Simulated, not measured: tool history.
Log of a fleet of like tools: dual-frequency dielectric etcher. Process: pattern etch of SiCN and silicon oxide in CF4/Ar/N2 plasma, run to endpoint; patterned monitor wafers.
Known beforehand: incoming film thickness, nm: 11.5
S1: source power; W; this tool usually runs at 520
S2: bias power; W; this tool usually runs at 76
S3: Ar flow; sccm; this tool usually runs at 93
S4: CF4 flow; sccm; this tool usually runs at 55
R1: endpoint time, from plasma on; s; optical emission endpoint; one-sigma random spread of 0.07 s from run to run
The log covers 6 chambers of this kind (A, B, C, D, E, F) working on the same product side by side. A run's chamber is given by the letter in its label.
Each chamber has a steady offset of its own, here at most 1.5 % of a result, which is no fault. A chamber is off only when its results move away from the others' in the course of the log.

| run | hour | S1 | S2 | S3 | S4 | R1 |
|---|---|---|---|---|---|---|
| 1E | 9.3 | 520 | 76 | 93 | 55 | 11.902 |
| 2C | 19.3 | 520 | 76 | 93 | 55 | 11.916 |
| 3F | 26.8 | 520 | 76 | 93 | 55 | 11.841 |
|  | 30.9 | chamber B: source power generator calibrated |
| 4D | 37.8 | 520 | 76 | 93 | 55 | 11.546 |
| 5A | 44.6 | 520 | 76 | 93 | 55 | 11.918 |
|  | 48 | chamber F: source power generator calibrated |
| 6B | 56.5 | 520 | 60 | 83 | 55 | 12.658 |
| 7D | 67.9 | 520 | 60 | 83 | 55 | 12.444 |
| 8A | 76.1 | 520 | 60 | 83 | 55 | 12.666 |
|  | 80.4 | chamber E: wet clean of the chamber |
| 9C | 84.9 | 520 | 60 | 83 | 55 | 12.773 |
| 10E | 92.9 | 520 | 60 | 83 | 55 | 12.737 |
| 11B | 99.1 | 520 | 60 | 83 | 55 | 12.6 |
|  | 109.4 | chamber F: Ar flow controller replaced |
| 12F | 111.3 | 520 | 76 | 93 | 55 | 11.868 |
| 13A | 122.3 | 520 | 76 | 93 | 55 | 11.916 |
| 14B | 131.3 | 520 | 76 | 93 | 55 | 11.905 |
| 15F | 139.2 | 520 | 76 | 93 | 55 | 11.995 |
| 16E | 145.7 | 520 | 76 | 93 | 55 | 12.006 |
| 17D | 158.9 | 520 | 76 | 93 | 55 | 11.701 |
| 18C | 170.5 | 520 | 76 | 93 | 55 | 11.893 |
| 19A | 177.7 | 520 | 76 | 93 | 55 | 11.903 |
| 20D | 186.8 | 520 | 76 | 93 | 55 | 11.58 |
|  | 192.9 | chamber F: wet clean of the chamber |
| 21B | 200 | 520 | 65 | 93 | 67 | 12.117 |
| 22F | 205.8 | 520 | 65 | 93 | 67 | 12.17 |
|  | 208.2 | chamber E: CF4 flow controller replaced |
| 23C | 214.8 | 520 | 65 | 93 | 67 | 12.138 |
| 24E | 221.8 | 520 | 65 | 93 | 67 | 11.984 |
|  | 228.8 | chamber D: wet clean of the chamber |
| 25C | 231 | 520 | 65 | 93 | 67 | 12.215 |
|  | 238.2 | chamber C: wet clean of the chamber |
| 26F | 238.3 | 520 | 65 | 93 | 67 | 12.026 |
| 27A | 246.1 | 520 | 76 | 93 | 55 | 11.95 |
| 28D | 258.1 | 520 | 76 | 93 | 55 | 11.631 |
| 29E | 264.1 | 520 | 76 | 110 | 55 | 12.176 |
| 30B | 273.2 | 520 | 76 | 110 | 55 | 12.184 |
| 31B | 282.2 | 520 | 76 | 110 | 55 | 12.244 |
| 32F | 288.3 | 520 | 76 | 110 | 55 | 12.149 |
|  | 288.8 | chamber D: source power generator calibrated |
| 33C | 297.4 | 520 | 76 | 110 | 55 | 12.741 |
| 34E | 309.7 | 520 | 76 | 110 | 55 | 12.243 |
| 35D | 317 | 520 | 76 | 93 | 55 | 11.757 |
| 36A | 325.4 | 520 | 76 | 93 | 55 | 11.848 |
| 37D | 333.2 | 520 | 76 | 93 | 55 | 11.73 |
|  | 334.2 | chamber A: wet clean of the chamber |
|  | 335.3 | chamber B: wet clean of the chamber |
| 38A | 341.9 | 520 | 76 | 93 | 55 | 11.873 |
| 39B | 349.5 | 650 | 76 | 93 | 55 | 9.7086 |
| 40C | 359.7 | 650 | 76 | 93 | 55 | 10.207 |
| 41E | 369.6 | 650 | 76 | 93 | 55 | 9.8648 |
| 42F | 379.7 | 650 | 76 | 93 | 55 | 9.7622 |

Next, all 6 chambers run the settings below, one line each with question marks for the results. What does each chamber give?
| 43A | 389.3 | 520 | 76 | 93 | 55 | ? |
| 43B | 389.3 | 520 | 76 | 93 | 55 | ? |
| 43C | 389.3 | 520 | 76 | 93 | 55 | ? |
| 43D | 389.3 | 520 | 76 | 93 | 55 | ? |
| 43E | 389.3 | 520 | 76 | 93 | 55 | ? |
| 43F | 389.3 | 520 | 76 | 93 | 55 | ? |

| run | R1 |
|---|---|
| 43A | 11.962 |
| 43B | 11.866 |
| 43C | 12.373 |
| 43D | 11.631 |
| 43E | 11.777 |
| 43F | 11.815 |
